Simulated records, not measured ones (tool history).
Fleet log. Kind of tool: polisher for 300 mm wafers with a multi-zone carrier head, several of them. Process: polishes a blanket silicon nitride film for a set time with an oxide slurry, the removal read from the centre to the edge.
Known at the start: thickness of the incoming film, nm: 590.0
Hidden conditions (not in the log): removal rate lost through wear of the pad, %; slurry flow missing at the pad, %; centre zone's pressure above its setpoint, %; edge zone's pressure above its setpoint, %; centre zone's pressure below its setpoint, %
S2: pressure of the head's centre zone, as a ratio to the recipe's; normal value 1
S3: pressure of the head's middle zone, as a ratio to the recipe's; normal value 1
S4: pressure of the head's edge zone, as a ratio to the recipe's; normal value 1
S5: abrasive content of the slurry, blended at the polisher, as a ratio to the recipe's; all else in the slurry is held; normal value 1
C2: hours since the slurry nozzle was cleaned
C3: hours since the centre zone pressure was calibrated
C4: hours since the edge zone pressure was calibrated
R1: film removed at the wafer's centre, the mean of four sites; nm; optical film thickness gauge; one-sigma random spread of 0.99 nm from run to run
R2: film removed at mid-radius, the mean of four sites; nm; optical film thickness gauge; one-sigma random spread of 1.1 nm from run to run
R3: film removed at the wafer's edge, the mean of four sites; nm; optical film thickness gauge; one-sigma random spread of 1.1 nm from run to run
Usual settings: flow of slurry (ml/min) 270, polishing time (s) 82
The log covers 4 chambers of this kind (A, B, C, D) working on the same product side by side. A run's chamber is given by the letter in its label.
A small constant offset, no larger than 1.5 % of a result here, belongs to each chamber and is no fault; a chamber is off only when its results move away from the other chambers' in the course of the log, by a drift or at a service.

Run 1D, hour 7.2: usual settings; wafers polished on this pad 325; C2 365.7; C3 402.8; C4 894.4. Result: R1 85.216 nm, R2 85.547 nm, R3 86.156 nm.
Run 2A, hour 13.1: usual settings; wafers polished on this pad 239; C2 182.5; C3 537; C4 111.5. Result: R1 84.445 nm, R2 86.346 nm, R3 84.64 nm.
Run 3C, hour 23.5: usual settings; wafers polished on this pad 779; C2 492.7; C3 267.8; C4 115.2. Result: R1 84.672 nm, R2 87.67 nm, R3 84.812 nm.
Run 4B, hour 28.9: usual settings; wafers polished on this pad 928; C2 376.6; C3 641.1; C4 417.4. Result: R1 85.085 nm, R2 84.914 nm, R3 86.76 nm.
At hour 29.6: chamber D: worn pad replaced by a new one.
Run 5A, hour 40.1: usual settings; wafers polished on this pad 438; C2 209.5; C3 564; C4 138.5. Result: R1 85.044 nm, R2 84.936 nm, R3 83.056 nm.
Run 6B, hour 50.6: usual settings but flow of slurry (ml/min) 330, S4 1.04; wafers polished on this pad 1088; C2 398.3; C3 662.8; C4 439.1. Result: R1 88.381 nm, R2 86.7 nm, R3 88.973 nm.
Run 7C, hour 57.1: usual settings but flow of slurry (ml/min) 330, S4 1.04; wafers polished on this pad 1026; C2 526.3; C3 301.4; C4 148.8. Result: R1 89.84 nm, R2 87.588 nm, R3 89.126 nm.
At hour 59.6: chamber B: worn pad replaced by a new one.
At hour 64.6: chamber D: slurry nozzle cleaned.
Run 8D, hour 69.3: usual settings but flow of slurry (ml/min) 330, S4 1.04; wafers polished on this pad 292; C2 4.8; C3 464.9; C4 956.5. Result: R1 88.383 nm, R2 88.3 nm, R3 89.941 nm.
Run 9A, hour 76: usual settings but flow of slurry (ml/min) 330, S4 1.04; wafers polished on this pad 702; C2 245.4; C3 599.9; C4 174.4. Result: R1 85.008 nm, R2 87.812 nm, R3 88.072 nm.
Run 10C, hour 82.3: usual settings; wafers polished on this pad 1212; C2 551.5; C3 326.6; C4 174. Result: R1 84.227 nm, R2 85.664 nm, R3 86.538 nm.
At hour 89.9: chamber A: worn pad replaced by a new one.
Run 11B, hour 89.9: usual settings; wafers polished on this pad 223; C2 437.6; C3 702.1; C4 478.4. Result: R1 86.061 nm, R2 85.326 nm, R3 85.626 nm.
At hour 96.7: chamber C: slurry nozzle cleaned.
Run 12D, hour 100.7: usual settings but S5 0.7; wafers polished on this pad 524; C2 36.2; C3 496.3; C4 987.9. Result: R1 70.915 nm, R2 72.803 nm, R3 71.027 nm.
At hour 104: chamber D: worn pad replaced by a new one.
At hour 104.8: chamber C: worn pad replaced by a new one.
Run 13B, hour 107.4: usual settings but S5 0.7; wafers polished on this pad 352; C2 455.1; C3 719.6; C4 495.9. Result: R1 72.253 nm, R2 73.483 nm, R3 71.898 nm.
Run 14D, hour 116.9: usual settings but S5 0.7; wafers polished on this pad 95; C2 52.4; C3 512.5; C4 1004.1. Result: R1 71.922 nm, R2 72.827 nm, R3 71.548 nm.
Run 15A, hour 123.1: usual settings but S5 0.7; wafers polished on this pad 245; C2 292.5; C3 647; C4 221.5. Result: R1 71.468 nm, R2 70.775 nm, R3 70.262 nm.
At hour 127.4: chamber D: centre zone pressure recalibrated.
Run 16C, hour 129.9: usual settings but S3 1.06; wafers polished on this pad 185; C2 33.3; C3 374.2; C4 221.6. Result: R1 85.466 nm, R2 89.907 nm, R3 84.816 nm.
Run 17B, hour 138.2: usual settings but S3 1.06; wafers polished on this pad 579; C2 485.9; C3 750.4; C4 526.7. Result: R1 86.722 nm, R2 90.511 nm, R3 85.623 nm.
Run 18C, hour 145.3: usual settings but S3 1.06; wafers polished on this pad 298; C2 48.7; C3 389.6; C4 237. Result: R1 86.537 nm, R2 88.346 nm, R3 86.929 nm.
Run 19A, hour 152: usual settings but S3 1.06; wafers polished on this pad 458; C2 321.4; C3 675.9; C4 250.4. Result: R1 83.68 nm, R2 89.164 nm, R3 85.326 nm.
At hour 154.1: chamber A: slurry nozzle cleaned.
Run 20D, hour 160.9: usual settings; wafers polished on this pad 419; C2 96.4; C3 33.6; C4 1048.1. Result: R1 77.993 nm, R2 85.223 nm, R3 85.292 nm.
Run 21A, hour 167.4: usual settings; wafers polished on this pad 571; C2 13.3; C3 691.3; C4 265.8. Result: R1 84.781 nm, R2 84.44 nm, R3 83.97 nm.
Run 22D, hour 175.1: usual settings; wafers polished on this pad 524; C2 110.6; C3 47.8; C4 1062.3. Result: R1 75.391 nm, R2 85.596 nm, R3 88.208 nm.
At hour 179.1: chamber D: worn pad replaced by a new one.
Run 23C, hour 187.3: usual settings; wafers polished on this pad 608; C2 90.7; C3 431.6; C4 279. Result: R1 85.854 nm, R2 85.338 nm, R3 87.403 nm.
At hour 189.8: chamber B: slurry nozzle cleaned.
At hour 190.4: chamber A: worn pad replaced by a new one.
Run 24B, hour 197.2: usual settings but S2 1.08; wafers polished on this pad 1014; C2 7.5; C3 809.4; C4 585.7. Result: R1 94.565 nm, R2 85.218 nm, R3 85.903 nm.
Run 25A, hour 202.8: usual settings but S2 1.08; wafers polished on this pad 91; C2 48.7; C3 726.7; C4 301.2. Result: R1 94.48 nm, R2 88.111 nm, R3 85.377 nm.
Run 26B, hour 214.4: usual settings but S2 1.08; wafers polished on this pad 1141; C2 24.7; C3 826.6; C4 602.9. Result: R1 95.753 nm, R2 87.087 nm, R3 88.366 nm.
Run 27C, hour 222.6: usual settings but S2 1.08; wafers polished on this pad 868; C2 126; C3 466.9; C4 314.3. Result: R1 92.571 nm, R2 83.932 nm, R3 86.309 nm.
At hour 225.8: chamber B: worn pad replaced by a new one.
Run 28D, hour 234.3: usual settings; wafers polished on this pad 406; C2 169.8; C3 107; C4 1121.5. Result: R1 75.824 nm, R2 85.06 nm, R3 84.776 nm.
Run 29A, hour 239.5: usual settings; wafers polished on this pad 361; C2 85.4; C3 763.4; C4 337.9. Result: R1 84.125 nm, R2 84.771 nm, R3 83.76 nm.
Run 30B, hour 248.9: usual settings; wafers polished on this pad 170; C2 59.2; C3 861.1; C4 637.4. Result: R1 88.166 nm, R2 85.055 nm, R3 84.657 nm.
Run 31C, hour 255.2: usual settings; wafers polished on this pad 1108; C2 158.6; C3 499.5; C4 346.9. Result: R1 84.668 nm, R2 85.503 nm, R3 84.597 nm.

What goes on in this fleet: one chamber off, a drifting gauge, or nothing beyond the chambers' own small offsets? Name the chamber and the cause, if any.

A service left chamber D off against the others.
Most likely cause: centre zone's pressure below its setpoint, % = 9.09.

Here are 4 candidates for chamber D's next run, each the usual settings with a change, their results left as question marks. Which one brings its results back in line with what the others give on the usual settings?
In line here means within this much of the mean the other chambers give on the usual settings: R1 3.4 nm; R2 4 nm; R3 3.7 nm
Run 32D-1, hour 263.9: usual settings but flow of slurry (ml/min) 280, S2 1.17, S3 0.97, S4 0.94, polishing time (s) 83. Result: R1 ?, R2 ?, R3 ?.
Run 32D-2, hour 263.9: usual settings but flow of slurry (ml/min) 260, S2 0.85, S3 1.03, S4 1.05. Result: R1 ?, R2 ?, R3 ?.
Run 32D-3, hour 263.9: usual settings but flow of slurry (ml/min) 275, S2 1.09, S3 0.98, S4 0.97. Result: R1 ?, R2 ?, R3 ?.
Run 32D-4, hour 263.9: usual settings but flow of slurry (ml/min) 265, S2 0.91, S3 1.02, S4 1.03. Result: R1 ?, R2 ?, R3 ?.

Mean of the other chambers on the usual settings: R1 85.651 nm; R2 85.335 nm; R3 85.312 nm
  run      R1      R2      R3
32D-1    92.4  84.839  85.634
32D-2  63.449  88.043  88.934
32D-3  84.291  84.487  85.819
32D-4  68.681   87.41  88.197
32D-3 puts the chamber back in line with the other chambers.
